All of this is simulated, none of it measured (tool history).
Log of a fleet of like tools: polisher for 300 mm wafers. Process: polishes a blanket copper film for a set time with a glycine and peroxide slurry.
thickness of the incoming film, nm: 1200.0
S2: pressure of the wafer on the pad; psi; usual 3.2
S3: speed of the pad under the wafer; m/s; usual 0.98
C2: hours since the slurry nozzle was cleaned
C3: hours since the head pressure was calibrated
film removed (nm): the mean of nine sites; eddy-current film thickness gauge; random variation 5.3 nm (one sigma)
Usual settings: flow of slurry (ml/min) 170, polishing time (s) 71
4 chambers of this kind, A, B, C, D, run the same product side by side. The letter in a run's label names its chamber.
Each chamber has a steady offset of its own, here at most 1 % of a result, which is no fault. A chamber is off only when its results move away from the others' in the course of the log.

Run 1B, day 0.325: usual settings; wafers polished on this pad 527; C2 361.2; C3 646.3. Result: film removed (nm) 391.22.
Run 2C, day 0.600: usual settings; wafers polished on this pad 521; C2 422.8; C3 63.1. Result: film removed (nm) 392.66.
Run 3A, day 0.933: usual settings; wafers polished on this pad 672; C2 454.1; C3 603.3. Result: film removed (nm) 390.10.
Run 4D, day 1.100: usual settings; wafers polished on this pad 265; C2 395.2; C3 195.6. Result: film removed (nm) 382.51.
Run 5A, day 1.275: usual settings; wafers polished on this pad 746; C2 462.3; C3 611.5. Result: film removed (nm) 391.37.
At day 1.425: chamber B: worn pad replaced by a new one.
Run 6B, day 1.558: usual settings; wafers polished on this pad 29; C2 390.8; C3 675.9. Result: film removed (nm) 394.39.
At day 1.654: chamber A: worn pad replaced by a new one.
Run 7D, day 1.788: usual settings but flow of slurry (ml/min) 145, polishing time (s) 51; wafers polished on this pad 415; C2 411.7; C3 212.1. Result: film removed (nm) 280.73.
Run 8C, day 2.012: usual settings but flow of slurry (ml/min) 145, polishing time (s) 51; wafers polished on this pad 829; C2 456.7; C3 97.0. Result: film removed (nm) 277.90.
Run 9B, day 2.292: usual settings but flow of slurry (ml/min) 145, polishing time (s) 51; wafers polished on this pad 188; C2 408.4; C3 693.5. Result: film removed (nm) 280.28.
Run 10A, day 2.521: usual settings but flow of slurry (ml/min) 145, polishing time (s) 51; wafers polished on this pad 189; C2 492.2; C3 641.4. Result: film removed (nm) 280.19.
Run 11C, day 2.779: usual settings but flow of slurry (ml/min) 150, S2 4.2 psi; wafers polished on this pad 996; C2 475.1; C3 115.4. Result: film removed (nm) 486.35.
Run 12D, day 3.083: usual settings but flow of slurry (ml/min) 150, S2 4.2 psi; wafers polished on this pad 697; C2 442.8; C3 243.2. Result: film removed (nm) 489.24.
Run 13C, day 3.312: usual settings but flow of slurry (ml/min) 150, S2 4.2 psi; wafers polished on this pad 1112; C2 487.9; C3 128.2. Result: film removed (nm) 488.99.
At day 3.325: chamber C: worn pad replaced by a new one.
Run 14A, day 3.512: usual settings but flow of slurry (ml/min) 150, S2 4.2 psi; wafers polished on this pad 405; C2 516.0; C3 665.2. Result: film removed (nm) 500.08.
Run 15B, day 3.783: usual settings; wafers polished on this pad 513; C2 444.2; C3 729.3. Result: film removed (nm) 393.89.
At day 3.838: chamber D: worn pad replaced by a new one.
Run 16D, day 4.029: usual settings; wafers polished on this pad 42; C2 465.5; C3 265.9. Result: film removed (nm) 390.83.
At day 4.121: chamber C: slurry nozzle cleaned.
Run 17A, day 4.229: usual settings; wafers polished on this pad 561; C2 533.2; C3 682.4. Result: film removed (nm) 394.11.
Run 18C, day 4.550: usual settings; wafers polished on this pad 267; C2 10.4; C3 157.9. Result: film removed (nm) 397.59.
Run 19B, day 4.750: usual settings; wafers polished on this pad 724; C2 467.4; C3 752.5. Result: film removed (nm) 404.46.
Run 20D, day 4.938: usual settings; wafers polished on this pad 240; C2 487.3; C3 287.7. Result: film removed (nm) 398.06.
At day 5.033: chamber B: worn pad replaced by a new one.
At day 5.133: chamber A: worn pad replaced by a new one.
Run 21B, day 5.196: usual settings; wafers polished on this pad 35; C2 478.1; C3 763.2. Result: film removed (nm) 393.03.
Run 22D, day 5.425: usual settings; wafers polished on this pad 346; C2 499.0; C3 299.4. Result: film removed (nm) 401.39.
Run 23C, day 5.742: usual settings; wafers polished on this pad 526; C2 39.0; C3 186.5. Result: film removed (nm) 383.73.
Run 24A, day 5.900: usual settings; wafers polished on this pad 167; C2 573.3; C3 722.5. Result: film removed (nm) 397.25.
Run 25C, day 6.242: usual settings; wafers polished on this pad 635; C2 51.0; C3 198.5. Result: film removed (nm) 397.26.
Run 26A, day 6.438: usual settings; wafers polished on this pad 284; C2 586.2; C3 735.4. Result: film removed (nm) 397.07.

What goes on in this fleet: one chamber off, a drifting gauge, or nothing beyond the chambers' own small offsets? Name the chamber and the cause, if any.

No chamber stands off beyond its own small offset, and the gauge holds steady.
